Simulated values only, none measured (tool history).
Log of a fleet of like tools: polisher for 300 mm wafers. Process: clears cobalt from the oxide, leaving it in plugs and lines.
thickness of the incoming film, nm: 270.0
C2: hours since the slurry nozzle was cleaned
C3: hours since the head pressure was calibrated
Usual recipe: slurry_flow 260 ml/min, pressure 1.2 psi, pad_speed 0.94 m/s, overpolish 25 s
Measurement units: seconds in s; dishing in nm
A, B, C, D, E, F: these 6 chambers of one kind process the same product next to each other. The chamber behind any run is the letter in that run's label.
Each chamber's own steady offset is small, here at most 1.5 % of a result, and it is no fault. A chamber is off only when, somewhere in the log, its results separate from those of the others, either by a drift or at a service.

At day 0.021: chamber B: worn pad replaced by a new one.
Run 1C, day 0.317: usual settings; wafers polished on this pad 609; C2 570; C3 356.3. Result: seconds 101.72 s, dishing 39.502 nm.
Run 2F, day 0.471: usual settings; wafers polished on this pad 190; C2 26.5; C3 788.9. Result: seconds 99.121 s, dishing 40.382 nm.
Run 3D, day 0.829: usual settings; wafers polished on this pad 699; C2 50.5; C3 229.6. Result: seconds 101.44 s, dishing 39.96 nm.
At day 0.933: chamber E: worn pad replaced by a new one.
Run 4B, day 1.042: usual settings; wafers polished on this pad 292; C2 111.4; C3 395.8. Result: seconds 96.849 s, dishing 39.401 nm.
Run 5A, day 1.304: usual settings; wafers polished on this pad 872; C2 517.7; C3 360.1. Result: seconds 99.355 s, dishing 39.631 nm.
At day 1.408: chamber A: worn pad replaced by a new one.
At day 1.45: chamber C: worn pad replaced by a new one.
At day 1.617: chamber A: head pressure recalibrated.
Run 6E, day 1.617: usual settings; wafers polished on this pad 196; C2 89; C3 207.4. Result: seconds 99.127 s, dishing 41.037 nm.
Run 7E, day 1.888: usual settings but pressure 0.9 psi; wafers polished on this pad 273; C2 95.5; C3 213.9. Result: seconds 135.81 s, dishing 34.564 nm.
Run 8A, day 2.104: usual settings but pressure 0.9 psi; wafers polished on this pad 199; C2 536.9; C3 11.8. Result: seconds 130.01 s, dishing 33.468 nm.
Run 9D, day 2.288: usual settings but pressure 0.9 psi; wafers polished on this pad 1116; C2 85.5; C3 264.6. Result: seconds 135.72 s, dishing 33.941 nm.
Run 10B, day 2.621: usual settings but pressure 0.9 psi; wafers polished on this pad 744; C2 149.3; C3 433.7. Result: seconds 134.5 s, dishing 35.051 nm.
Run 11F, day 2.842: usual settings but pressure 0.9 psi; wafers polished on this pad 868; C2 83.4; C3 845.8. Result: seconds 132.53 s, dishing 34.001 nm.
At day 2.867: chamber D: worn pad replaced by a new one.
Run 12C, day 3.142: usual settings but pressure 0.9 psi; wafers polished on this pad 484; C2 637.8; C3 424.1. Result: seconds 129.67 s, dishing 33.308 nm.
Run 13A, day 3.342: usual settings; wafers polished on this pad 553; C2 566.6; C3 41.5. Result: seconds 101.92 s, dishing 39.333 nm.
At day 3.542: chamber F: worn pad replaced by a new one.
Run 14E, day 3.55: usual settings; wafers polished on this pad 749; C2 135.4; C3 253.8. Result: seconds 101.39 s, dishing 40.883 nm.
Run 15F, day 3.729: usual settings; wafers polished on this pad 54; C2 104.7; C3 867.1. Result: seconds 100.26 s, dishing 39.037 nm.
Run 16C, day 4.079: usual settings; wafers polished on this pad 752; C2 660.3; C3 446.6. Result: seconds 99.691 s, dishing 38.311 nm.
At day 4.167: chamber A: worn pad replaced by a new one.
Run 17D, day 4.296: usual settings; wafers polished on this pad 408; C2 133.7; C3 312.8. Result: seconds 99.254 s, dishing 39.938 nm.
Run 18B, day 4.471: usual settings; wafers polished on this pad 1273; C2 193.7; C3 478.1. Result: seconds 98.354 s, dishing 39.39 nm.
Run 19B, day 4.679: usual settings but pressure 0.8 psi; wafers polished on this pad 1332; C2 198.7; C3 483.1. Result: seconds 148.53 s, dishing 31.761 nm.
At day 4.692: chamber C: worn pad replaced by a new one.
Run 20C, day 4.975: usual settings but pressure 0.8 psi; wafers polished on this pad 81; C2 681.8; C3 468.1. Result: seconds 147.49 s, dishing 31.1 nm.
At day 4.992: chamber E: worn pad replaced by a new one.
Run 21F, day 5.308: usual settings but pressure 0.8 psi; wafers polished on this pad 505; C2 142.6; C3 905. Result: seconds 148.09 s, dishing 30.997 nm.
Run 22A, day 5.6: usual settings but pressure 0.8 psi; wafers polished on this pad 409; C2 620.8; C3 95.7. Result: seconds 147.98 s, dishing 30.533 nm.
At day 5.658: chamber B: worn pad replaced by a new one.
Run 23E, day 5.854: usual settings but pressure 0.8 psi; wafers polished on this pad 247; C2 190.7; C3 309.1. Result: seconds 146.13 s, dishing 32.279 nm.
Run 24D, day 6.208: usual settings but pressure 0.8 psi; wafers polished on this pad 955; C2 179.6; C3 358.7. Result: seconds 153.48 s, dishing 30.796 nm.
Run 25D, day 6.521: usual settings; wafers polished on this pad 1045; C2 187.1; C3 366.2. Result: seconds 100.34 s, dishing 39.64 nm.
At day 6.638: chamber F: worn pad replaced by a new one.
Run 26B, day 6.779: usual settings; wafers polished on this pad 320; C2 249.1; C3 533.5. Result: seconds 100.4 s, dishing 38.594 nm.
Run 27E, day 6.967: usual settings; wafers polished on this pad 565; C2 217.4; C3 335.8. Result: seconds 97.933 s, dishing 38.838 nm.
At day 7.229: chamber A: worn pad replaced by a new one.
Run 28A, day 7.317: usual settings; wafers polished on this pad 25; C2 662; C3 136.9. Result: seconds 99.543 s, dishing 42.406 nm.
At day 7.633: chamber C: worn pad replaced by a new one.
Run 29F, day 7.642: usual settings; wafers polished on this pad 287; C2 198.6; C3 961. Result: seconds 100.64 s, dishing 38.898 nm.
At day 7.671: chamber D: worn pad replaced by a new one.
Run 30C, day 7.929: usual settings; wafers polished on this pad 84; C2 752.7; C3 539. Result: seconds 98.84 s, dishing 39.449 nm.
Run 31B, day 8.092: usual settings; wafers polished on this pad 695; C2 280.6; C3 565. Result: seconds 98.721 s, dishing 39.382 nm.
Run 32E, day 8.312: usual settings; wafers polished on this pad 950; C2 249.7; C3 368.1. Result: seconds 98.547 s, dishing 40.889 nm.
Run 33D, day 8.525: usual settings; wafers polished on this pad 245; C2 235.2; C3 414.3. Result: seconds 99.071 s, dishing 40.71 nm.
At day 8.596: chamber D: slurry nozzle cleaned.
Run 34A, day 8.762: usual settings; wafers polished on this pad 438; C2 696.7; C3 171.6. Result: seconds 98.591 s, dishing 40.097 nm.
Run 35F, day 9.083: usual settings but pressure 1.4 psi; wafers polished on this pad 699; C2 233.2; C3 995.6. Result: seconds 84.743 s, dishing 41.413 nm.
Run 36C, day 9.362: usual settings but pressure 1.4 psi; wafers polished on this pad 494; C2 787.1; C3 573.4. Result: seconds 85.005 s, dishing 43.354 nm.
Run 37D, day 9.662: usual settings but pressure 1.4 psi; wafers polished on this pad 570; C2 25.7; C3 441.6. Result: seconds 84.976 s, dishing 44.981 nm.

Is one chamber out of step, is the gauge drifting, or do the chambers differ by no more than their own small offsets? For an off chamber, give its letter and the likeliest cause.

Beyond each chamber's small constant offset nothing stands out, and the gauge stays steady.
